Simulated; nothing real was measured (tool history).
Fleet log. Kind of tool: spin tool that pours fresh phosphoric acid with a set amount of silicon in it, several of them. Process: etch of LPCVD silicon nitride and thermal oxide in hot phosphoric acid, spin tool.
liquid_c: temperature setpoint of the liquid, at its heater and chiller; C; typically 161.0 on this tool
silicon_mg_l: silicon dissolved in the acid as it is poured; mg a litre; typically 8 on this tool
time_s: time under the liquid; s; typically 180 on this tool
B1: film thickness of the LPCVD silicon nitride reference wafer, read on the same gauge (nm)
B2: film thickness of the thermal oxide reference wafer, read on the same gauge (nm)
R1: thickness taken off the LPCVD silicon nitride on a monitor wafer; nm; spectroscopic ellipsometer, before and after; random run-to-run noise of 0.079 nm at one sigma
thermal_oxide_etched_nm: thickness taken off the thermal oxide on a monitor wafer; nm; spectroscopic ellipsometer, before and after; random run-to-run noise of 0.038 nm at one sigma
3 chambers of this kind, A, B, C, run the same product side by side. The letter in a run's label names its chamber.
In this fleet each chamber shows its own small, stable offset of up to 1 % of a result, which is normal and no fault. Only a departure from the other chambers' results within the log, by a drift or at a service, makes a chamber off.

Run 1B, hour 10.7: usual settings; B1 149.97; B2 129.98. Result: R1 17.4120 nm, thermal_oxide_etched_nm 0.45335 nm.
Run 2A, hour 23.6: usual settings; B1 150.00; B2 130.01. Result: R1 17.2930 nm, thermal_oxide_etched_nm 0.42810 nm.
Run 3C, hour 37.5: usual settings; B1 150.00; B2 130.02. Result: R1 17.5700 nm, thermal_oxide_etched_nm 0.40748 nm.
Run 4A, hour 46.0: usual settings; B1 150.00; B2 129.94. Result: R1 17.2060 nm, thermal_oxide_etched_nm 0.50478 nm.
Run 5C, hour 60.0: usual settings; B1 150.00; B2 130.02. Result: R1 17.4960 nm, thermal_oxide_etched_nm 0.50262 nm.
Run 6B, hour 72.1: usual settings but liquid_c 158.0 C; B1 149.99; B2 130.00. Result: R1 15.7900 nm, thermal_oxide_etched_nm 0.39006 nm.
Run 7C, hour 84.5: usual settings but liquid_c 158.0 C; B1 150.01; B2 130.00. Result: R1 15.8790 nm, thermal_oxide_etched_nm 0.40713 nm.
Run 8B, hour 92.9: usual settings but liquid_c 158.0 C; B1 150.00; B2 129.99. Result: R1 15.7240 nm, thermal_oxide_etched_nm 0.34642 nm.
Run 9A, hour 101.7: usual settings but liquid_c 162.5 C, time_s 95 s; B1 149.99; B2 130.01. Result: R1 9.6587 nm, thermal_oxide_etched_nm 0.28351 nm.
Run 10B, hour 108.5: usual settings but liquid_c 162.5 C, time_s 95 s; B1 150.00; B2 130.04. Result: R1 9.6601 nm, thermal_oxide_etched_nm 0.25658 nm.
Run 11A, hour 119.4: usual settings but liquid_c 162.5 C, time_s 95 s; B1 149.98; B2 130.01. Result: R1 9.6003 nm, thermal_oxide_etched_nm 0.28650 nm.
Run 12C, hour 127.3: usual settings; B1 150.01; B2 130.03. Result: R1 17.4000 nm, thermal_oxide_etched_nm 0.45964 nm.
Run 13C, hour 142.5: usual settings; B1 150.01; B2 130.03. Result: R1 17.1880 nm, thermal_oxide_etched_nm 0.41445 nm.
Run 14B, hour 155.4: usual settings; B1 150.02; B2 130.01. Result: R1 17.4940 nm, thermal_oxide_etched_nm 0.46561 nm.
Run 15A, hour 165.4: usual settings; B1 150.00; B2 130.00. Result: R1 17.4010 nm, thermal_oxide_etched_nm 0.47853 nm.
Run 16A, hour 175.5: usual settings; B1 150.00; B2 130.05. Result: R1 17.4590 nm, thermal_oxide_etched_nm 0.46901 nm.
Run 17C, hour 184.1: usual settings; B1 150.01; B2 129.99. Result: R1 17.1320 nm, thermal_oxide_etched_nm 0.49284 nm.
Run 18B, hour 191.2: usual settings; B1 149.99; B2 129.99. Result: R1 17.4070 nm, thermal_oxide_etched_nm 0.43366 nm.
Run 19A, hour 199.9: usual settings; B1 149.99; B2 130.02. Result: R1 17.3560 nm, thermal_oxide_etched_nm 0.49059 nm.
Run 20C, hour 208.7: usual settings; B1 149.99; B2 130.01. Result: R1 17.0510 nm, thermal_oxide_etched_nm 0.35958 nm.
Run 21B, hour 221.8: usual settings; B1 150.01; B2 130.03. Result: R1 17.4050 nm, thermal_oxide_etched_nm 0.48883 nm.
Run 22B, hour 233.4: usual settings; B1 150.00; B2 130.02. Result: R1 17.4150 nm, thermal_oxide_etched_nm 0.50771 nm.
Run 23A, hour 245.7: usual settings; B1 150.00; B2 130.02. Result: R1 17.2430 nm, thermal_oxide_etched_nm 0.43436 nm.
Run 24C, hour 254.8: usual settings; B1 149.99; B2 130.01. Result: R1 16.8550 nm, thermal_oxide_etched_nm 0.46276 nm.
Run 25A, hour 262.9: usual settings; B1 150.00; B2 129.99. Result: R1 17.1950 nm, thermal_oxide_etched_nm 0.41398 nm.
Run 26B, hour 273.7: usual settings; B1 149.99; B2 130.02. Result: R1 17.3400 nm, thermal_oxide_etched_nm 0.47573 nm.
Run 27C, hour 283.0: usual settings but time_s 145 s; B1 149.97; B2 129.98. Result: R1 13.6100 nm, thermal_oxide_etched_nm 0.35180 nm.
Run 28B, hour 294.0: usual settings but time_s 145 s; B1 150.01; B2 130.01. Result: R1 14.0210 nm, thermal_oxide_etched_nm 0.33886 nm.
At hour 303.6: chamber A: thermometer replaced.
Run 29A, hour 304.9: usual settings but time_s 145 s; B1 150.00; B2 130.03. Result: R1 13.8670 nm, thermal_oxide_etched_nm 0.37047 nm.
Run 30C, hour 313.7: usual settings but liquid_c 162.5 C, time_s 275 s; B1 149.98; B2 130.01. Result: R1 27.0620 nm, thermal_oxide_etched_nm 0.77607 nm.
Run 31C, hour 328.5: usual settings but liquid_c 162.5 C, time_s 275 s; B1 149.99; B2 130.02. Result: R1 26.8530 nm, thermal_oxide_etched_nm 0.70095 nm.
Run 32A, hour 338.1: usual settings but liquid_c 162.5 C, time_s 275 s; B1 149.99; B2 130.03. Result: R1 27.7990 nm, thermal_oxide_etched_nm 0.80801 nm.
Run 33B, hour 352.8: usual settings; B1 149.99; B2 129.99. Result: R1 17.3390 nm, thermal_oxide_etched_nm 0.48575 nm.
At hour 361.5: chamber B: heated supply line repaired.
Run 34C, hour 362.2: usual settings; B1 149.98; B2 130.03. Result: R1 16.3990 nm, thermal_oxide_etched_nm 0.41651 nm.
Run 35B, hour 373.7: usual settings; B1 150.01; B2 130.05. Result: R1 17.5620 nm, thermal_oxide_etched_nm 0.51539 nm.
Run 36A, hour 384.1: usual settings; B1 149.99; B2 130.02. Result: R1 17.3560 nm, thermal_oxide_etched_nm 0.45323 nm.
Run 37C, hour 392.5: usual settings but liquid_c 162.5 C; B1 150.00; B2 130.04. Result: R1 17.3750 nm, thermal_oxide_etched_nm 0.41629 nm.
Run 38B, hour 407.7: usual settings but liquid_c 162.5 C; B1 150.00; B2 130.00. Result: R1 18.3480 nm, thermal_oxide_etched_nm 0.47080 nm.

Is one chamber off against the others, does the gauge drift, or is nothing wrong? If a chamber is off, say which, and what the likeliest cause is.

Little by little, chamber C moves away from the other chambers.
Likeliest cause: temperature lost on the way to the wafer (K) = 1.81.
Not necessarily distinguishable in this log from: liquid colder than its thermometer reads (K).

Here are 4 candidates for chamber C's next run, each the usual settings with a change, their results left as question marks. Which one brings its results back in line with what the others give on the usual settings?
Counts as in line when no further than this from what the other chambers average on the usual settings: R1 0.2800 nm; thermal_oxide_etched_nm 0.13000 nm
Run 39C-1, hour 418.8: usual settings but liquid_c 162.0 C, silicon_mg_l 5 mg a litre, time_s 190 s. Result: R1 ?, thermal_oxide_etched_nm ?.
Run 39C-2, hour 418.8: usual settings but liquid_c 160.0 C, silicon_mg_l 10 mg a litre, time_s 175 s. Result: R1 ?, thermal_oxide_etched_nm ?.
Run 39C-3, hour 418.8: usual settings but liquid_c 162.0 C, silicon_mg_l 6 mg a litre, time_s 185 s. Result: R1 ?, thermal_oxide_etched_nm ?.
Run 39C-4, hour 418.8: usual settings but liquid_c 160.0 C, silicon_mg_l 11 mg a litre, time_s 170 s. Result: R1 ?, thermal_oxide_etched_nm ?.

Mean of the other chambers on the usual settings: R1 17.3910 nm; thermal_oxide_etched_nm 0.46009 nm
  run       R1  thermal_oxide_etched_nm
39C-1  17.9400                  0.48117
39C-2  15.4570                  0.34425
39C-3  17.4680                  0.45914
39C-4  15.0150                  0.32698
39C-3 puts the chamber back in line with the other chambers.
